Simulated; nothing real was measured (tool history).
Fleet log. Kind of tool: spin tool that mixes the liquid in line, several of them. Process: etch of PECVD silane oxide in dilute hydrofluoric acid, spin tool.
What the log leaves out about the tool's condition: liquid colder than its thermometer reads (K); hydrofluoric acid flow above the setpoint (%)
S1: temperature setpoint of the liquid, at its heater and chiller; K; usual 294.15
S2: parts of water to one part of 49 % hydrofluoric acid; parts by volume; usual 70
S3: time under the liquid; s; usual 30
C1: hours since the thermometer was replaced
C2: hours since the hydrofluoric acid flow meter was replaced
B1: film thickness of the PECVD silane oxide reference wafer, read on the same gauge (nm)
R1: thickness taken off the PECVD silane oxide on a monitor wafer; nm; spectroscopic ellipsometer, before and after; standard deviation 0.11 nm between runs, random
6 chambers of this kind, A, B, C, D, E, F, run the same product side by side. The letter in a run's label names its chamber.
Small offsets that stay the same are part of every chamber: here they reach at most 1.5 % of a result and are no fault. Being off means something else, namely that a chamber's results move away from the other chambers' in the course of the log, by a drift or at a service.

run 1B hour=3.6 | S1=294.15 S2=70 S3=30 | C1=332.7 C2=379.2 | B1=30.02 | R1=13.99
run 2C hour=8.3 | S1=294.15 S2=70 S3=30 | C1=1182 C2=249.8 | B1=30.025 | R1=13.732
-- hour=9.7 chamber F: thermometer replaced
run 3D hour=12.7 | S1=294.15 S2=70 S3=30 | C1=145.4 C2=321 | B1=30.049 | R1=13.685
run 4F hour=20.7 | S1=294.15 S2=70 S3=30 | C1=11 C2=984.4 | B1=30.019 | R1=13.792
run 5E hour=27.8 | S1=294.15 S2=70 S3=30 | C1=1726.1 C2=437.9 | B1=29.968 | R1=13.546
run 6A hour=35.1 | S1=294.15 S2=70 S3=30 | C1=204.9 C2=528.3 | B1=30.057 | R1=13.73
run 7A hour=38.5 | S1=294.15 S2=70 S3=30 | C1=208.3 C2=531.7 | B1=30.002 | R1=13.784
run 8F hour=45 | S1=294.15 S2=70 S3=30 | C1=35.3 C2=1008.7 | B1=29.966 | R1=14.065
run 9D hour=52.1 | S1=294.15 S2=70 S3=30 | C1=184.8 C2=360.4 | B1=29.962 | R1=13.717
run 10C hour=59.8 | S1=297.65 S2=70 S3=40 | C1=1233.5 C2=301.3 | B1=30.001 | R1=21.017
run 11B hour=66.4 | S1=297.65 S2=70 S3=40 | C1=395.5 C2=442 | B1=30.015 | R1=21.54
run 12E hour=71.4 | S1=297.65 S2=70 S3=40 | C1=1769.7 C2=481.5 | B1=30.02 | R1=20.937
run 13D hour=77.7 | S1=297.65 S2=70 S3=40 | C1=210.4 C2=386 | B1=29.983 | R1=20.843
run 14C hour=85.4 | S1=297.65 S2=70 S3=40 | C1=1259.1 C2=326.9 | B1=29.996 | R1=21.512
run 15E hour=90.2 | S1=297.65 S2=70 S3=40 | C1=1788.5 C2=500.3 | B1=30.002 | R1=20.946
run 16F hour=96.8 | S1=294.15 S2=70 S3=30 | C1=87.1 C2=1060.5 | B1=29.974 | R1=13.883
run 17A hour=102.5 | S1=294.15 S2=70 S3=30 | C1=272.3 C2=595.7 | B1=30.059 | R1=13.659
run 18B hour=107.1 | S1=294.15 S2=70 S3=30 | C1=436.2 C2=482.7 | B1=29.979 | R1=14.057
run 19F hour=111.9 | S1=294.15 S2=70 S3=30 | C1=102.2 C2=1075.6 | B1=29.987 | R1=13.913
run 20B hour=120 | S1=294.15 S2=70 S3=30 | C1=449.1 C2=495.6 | B1=30.021 | R1=14.211
run 21E hour=126 | S1=294.15 S2=70 S3=30 | C1=1824.3 C2=536.1 | B1=30.041 | R1=13.526
run 22A hour=131.5 | S1=294.15 S2=70 S3=30 | C1=301.3 C2=624.7 | B1=29.996 | R1=13.849
run 23C hour=136.9 | S1=294.15 S2=70 S3=30 | C1=1310.6 C2=378.4 | B1=29.972 | R1=13.775
run 24D hour=141.6 | S1=294.15 S2=70 S3=30 | C1=274.3 C2=449.9 | B1=30.031 | R1=13.651
run 25C hour=147.8 | S1=299.15 S2=45 S3=30 | C1=1321.5 C2=389.3 | B1=30.054 | R1=27.081
run 26D hour=152 | S1=299.15 S2=45 S3=30 | C1=284.7 C2=460.3 | B1=30.012 | R1=26.851
run 27A hour=157.5 | S1=299.15 S2=45 S3=30 | C1=327.3 C2=650.7 | B1=30.008 | R1=27.522
run 28E hour=162.5 | S1=299.15 S2=45 S3=30 | C1=1860.8 C2=572.6 | B1=29.988 | R1=26.846
run 29F hour=167 | S1=299.15 S2=45 S3=30 | C1=157.3 C2=1130.7 | B1=29.982 | R1=27.451
run 30B hour=172.4 | S1=299.15 S2=45 S3=30 | C1=501.5 C2=548 | B1=29.985 | R1=28.42
run 31E hour=176.8 | S1=290.15 S2=70 S3=50 | C1=1875.1 C2=586.9 | B1=29.959 | R1=19.058
run 32B hour=181.9 | S1=290.15 S2=70 S3=50 | C1=511 C2=557.5 | B1=29.989 | R1=20.325
run 33D hour=187.4 | S1=290.15 S2=70 S3=50 | C1=320.1 C2=495.7 | B1=30.013 | R1=19.272
run 34C hour=191.1 | S1=290.15 S2=70 S3=50 | C1=1364.8 C2=432.6 | B1=29.969 | R1=19.44
-- hour=193.7 chamber E: hydrofluoric acid flow meter replaced
run 35F hour=198.1 | S1=290.15 S2=70 S3=50 | C1=188.4 C2=1161.8 | B1=30.001 | R1=19.805
run 36A hour=201.8 | S1=290.15 S2=70 S3=50 | C1=371.6 C2=695 | B1=30.067 | R1=18.841
run 37A hour=207.9 | S1=294.15 S2=70 S3=30 | C1=377.7 C2=701.1 | B1=30.036 | R1=13.835
run 38F hour=215.4 | S1=294.15 S2=70 S3=30 | C1=205.7 C2=1179.1 | B1=29.997 | R1=14.007
run 39E hour=219.1 | S1=294.15 S2=70 S3=30 | C1=1917.4 C2=25.5 | B1=29.988 | R1=13.732

Predict what each chamber gives when all 6 of them run the settings below next.
run 40A hour=224.9 | S1=294.15 S2=70 S3=30 | R1=?
run 40B hour=224.9 | S1=294.15 S2=70 S3=30 | R1=?
run 40C hour=224.9 | S1=294.15 S2=70 S3=30 | R1=?
run 40D hour=224.9 | S1=294.15 S2=70 S3=30 | R1=?
run 40E hour=224.9 | S1=294.15 S2=70 S3=30 | R1=?
run 40F hour=224.9 | S1=294.15 S2=70 S3=30 | R1=?

run=40A R1=13.74
run=40B R1=14.905
run=40C R1=13.644
run=40D R1=13.771
run=40E R1=13.619
run=40F R1=13.951

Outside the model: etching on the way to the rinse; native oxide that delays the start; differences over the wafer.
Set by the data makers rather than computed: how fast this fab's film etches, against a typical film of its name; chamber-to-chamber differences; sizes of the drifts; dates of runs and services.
